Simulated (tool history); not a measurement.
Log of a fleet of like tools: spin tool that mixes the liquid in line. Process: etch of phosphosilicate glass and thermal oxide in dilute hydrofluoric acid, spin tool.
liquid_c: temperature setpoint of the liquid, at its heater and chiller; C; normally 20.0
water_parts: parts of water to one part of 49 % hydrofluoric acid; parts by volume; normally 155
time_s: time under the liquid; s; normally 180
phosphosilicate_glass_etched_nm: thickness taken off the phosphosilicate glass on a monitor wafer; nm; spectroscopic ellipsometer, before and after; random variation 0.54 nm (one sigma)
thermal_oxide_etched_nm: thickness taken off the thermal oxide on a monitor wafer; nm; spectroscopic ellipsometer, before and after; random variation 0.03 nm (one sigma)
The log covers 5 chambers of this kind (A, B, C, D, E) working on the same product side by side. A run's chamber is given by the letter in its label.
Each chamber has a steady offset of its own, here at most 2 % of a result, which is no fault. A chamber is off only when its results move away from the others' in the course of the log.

run	hour	liquid_c	water_parts	time_s	read-back film thickness of the phosphosilicate glass reference wafer, read on the same gauge (nm)	read-back film thickness of the thermal oxide reference wafer, read on the same gauge (nm)	phosphosilicate_glass_etched_nm	thermal_oxide_etched_nm
1D	12.3	20.0	155	180	140.00	150.00	56.995	4.4825
2A	20.1	20.0	155	180	140.01	150.03	55.627	4.2965
# hour 30.0: chamber E: thermometer replaced
3E	33.7	20.0	155	180	139.99	150.01	57.195	4.3414
# hour 43.0: chamber B: thermometer replaced
4C	43.1	20.0	155	180	140.01	149.99	56.046	4.3596
5B	56.6	18.5	105	180	140.02	150.00	79.120	6.2789
6B	69.4	18.5	105	180	139.99	149.99	79.768	6.2822
7E	84.1	18.5	105	180	140.02	149.99	80.615	6.2484
8C	97.7	18.5	105	180	140.01	149.97	82.496	6.4138
9D	104.8	18.5	105	180	140.01	150.00	82.104	6.5243
10A	121.0	20.0	155	180	139.97	150.02	55.351	4.3527
11C	134.7	20.0	155	180	139.99	150.02	57.235	4.3602
12A	144.5	20.0	155	180	140.01	150.00	55.839	4.3157
13B	152.3	20.0	155	180	139.99	150.00	56.230	4.2939
14D	165.1	20.0	155	180	139.99	150.01	55.353	4.3738
15E	177.8	20.0	155	180	139.98	150.00	56.470	4.3441
16B	190.8	20.0	155	180	140.00	150.01	55.332	4.2555
17E	201.5	20.0	155	180	140.01	149.97	56.672	4.3087
18A	216.7	20.0	155	180	140.00	150.01	55.986	4.3273
19D	231.7	20.0	155	180	140.01	150.00	55.997	4.4090
20C	244.8	20.0	155	180	139.98	149.98	55.148	4.2465
21E	255.7	20.0	155	180	139.99	150.00	56.113	4.2853
22D	263.3	20.0	200	275	140.00	149.99	63.565	5.0648
23B	271.9	20.0	200	275	140.02	150.01	63.648	4.8975
24C	282.6	20.0	200	275	140.01	150.01	60.537	4.8086
25A	289.9	20.0	200	275	140.02	149.98	62.913	4.9084
26A	300.5	20.0	200	275	140.01	149.97	62.463	4.8966
27C	312.5	21.5	155	120	140.00	149.99	37.923	2.9515
28E	325.8	21.5	155	120	139.98	150.00	38.949	3.0607
29B	333.3	21.5	155	120	140.01	150.00	38.988	3.0472
30D	345.9	21.5	155	120	139.99	150.01	40.390	3.1581
31B	355.3	21.5	155	120	139.99	150.01	39.406	3.0465
32C	362.8	20.0	155	180	140.01	150.00	53.480	4.1285
33A	372.7	20.0	155	180	139.99	150.01	56.091	4.3493
34E	384.3	20.0	155	180	140.02	150.01	56.642	4.2863
35D	397.1	20.0	155	180	140.00	150.01	56.468	4.4984
36E	412.4	20.0	110	180	140.01	149.99	83.045	6.2706
37D	421.6	20.0	110	180	139.99	149.97	83.271	6.4848
38B	433.3	20.0	110	180	140.00	150.02	80.743	6.3232
39A	446.3	20.0	110	180	139.99	149.98	82.693	6.2988
40C	457.6	20.0	110	180	140.01	150.00	78.815	5.9515
41D	470.9	20.0	155	180	139.99	150.02	56.370	4.4141
42E	483.2	20.0	155	180	140.00	149.99	55.446	4.2499

All chambers now run identical settings, listed one chamber a line with results as question marks. What results will each chamber show?
43A	495.0	20.0	155	180			?	?
43B	495.0	20.0	155	180			?	?
43C	495.0	20.0	155	180			?	?
43D	495.0	20.0	155	180			?	?
43E	495.0	20.0	155	180			?	?

run	phosphosilicate_glass_etched_nm	thermal_oxide_etched_nm
43A	56.974	4.3242
43B	54.123	4.3039
43C	52.001	3.9534
43D	56.220	4.4115
43E	55.424	4.3080
